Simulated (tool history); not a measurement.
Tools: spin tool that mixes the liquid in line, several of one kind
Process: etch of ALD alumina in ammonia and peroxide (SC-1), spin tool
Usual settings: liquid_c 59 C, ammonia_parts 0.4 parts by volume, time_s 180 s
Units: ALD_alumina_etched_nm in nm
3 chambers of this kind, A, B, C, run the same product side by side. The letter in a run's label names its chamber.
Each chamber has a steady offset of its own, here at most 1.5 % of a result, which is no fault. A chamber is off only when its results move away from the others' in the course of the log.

run,day,liquid_c,ammonia_parts,time_s,"read-back film thickness of the ALD alumina reference wafer, read on the same gauge (nm)",ALD_alumina_etched_nm
1C,0.171,59,0.4,180,119.98,14.678
2B,0.292,59,0.4,180,119.99,14.821
3A,0.462,59,0.4,180,119.98,15.166
4B,0.554,59,0.4,180,120,14.823
5A,0.662,59,0.4,180,120,15.06
6C,0.812,59,0.4,180,119.99,14.63
7C,0.946,56,0.4,235,120.01,16.512
8B,1.108,56,0.4,235,119.99,16.813
9A,1.192,56,0.4,235,119.99,17.003
10B,1.367,59,0.4,180,120,15.094
11A,1.479,59,0.4,180,120,15.05
12C,1.612,59,0.4,180,120,14.938
13C,1.733,59,0.4,180,120,14.681
14B,1.921,59,0.4,180,120,15.171
15A,2.025,59,0.4,180,119.99,15.204
16A,2.175,59,0.4,230,119.99,19.056
17C,2.321,59,0.4,230,120.01,18.758
18B,2.512,59,0.4,230,119.97,19.74
19B,2.688,59,0.4,180,120.03,15.216
20A,2.771,59,0.4,180,120.01,15.087
21C,2.9,59,0.5,180,120.01,14.966
22A,3.004,59,0.5,180,120.01,15.424
23B,3.096,59,0.5,180,120.02,15.99
24C,3.25,59,0.4,180,120.03,15.006
25C,3.338,59,0.4,180,120,14.922
26B,3.483,59,0.4,180,120.01,15.527

What goes on in this fleet: one chamber off, a drifting gauge, or nothing beyond the chambers' own small offsets? Name the chamber and the cause, if any.

Chamber B drifts away from the others.
Cause: liquid hotter than its thermometer reads (K) = 1.11.

Here are 4 candidates for chamber B's next run, each the usual settings with a change, their results left as question marks. Which one brings its results back in line with what the others give on the usual settings?
In line means no further than this from the other chambers' mean on the usual settings: ALD_alumina_etched_nm 0.48 nm
27B-1,3.625,59,0.4,190,,?
27B-2,3.625,58,0.4,180,,?
27B-3,3.625,58,0.4,170,,?
27B-4,3.625,61,0.4,180,,?

The other chambers' mean on the usual settings: ALD_alumina_etched_nm 14.908 nm
run,ALD_alumina_etched_nm
27B-1,16.571
27B-2,14.895
27B-3,14.068
27B-4,17.41
27B-2 brings the chamber back in line.
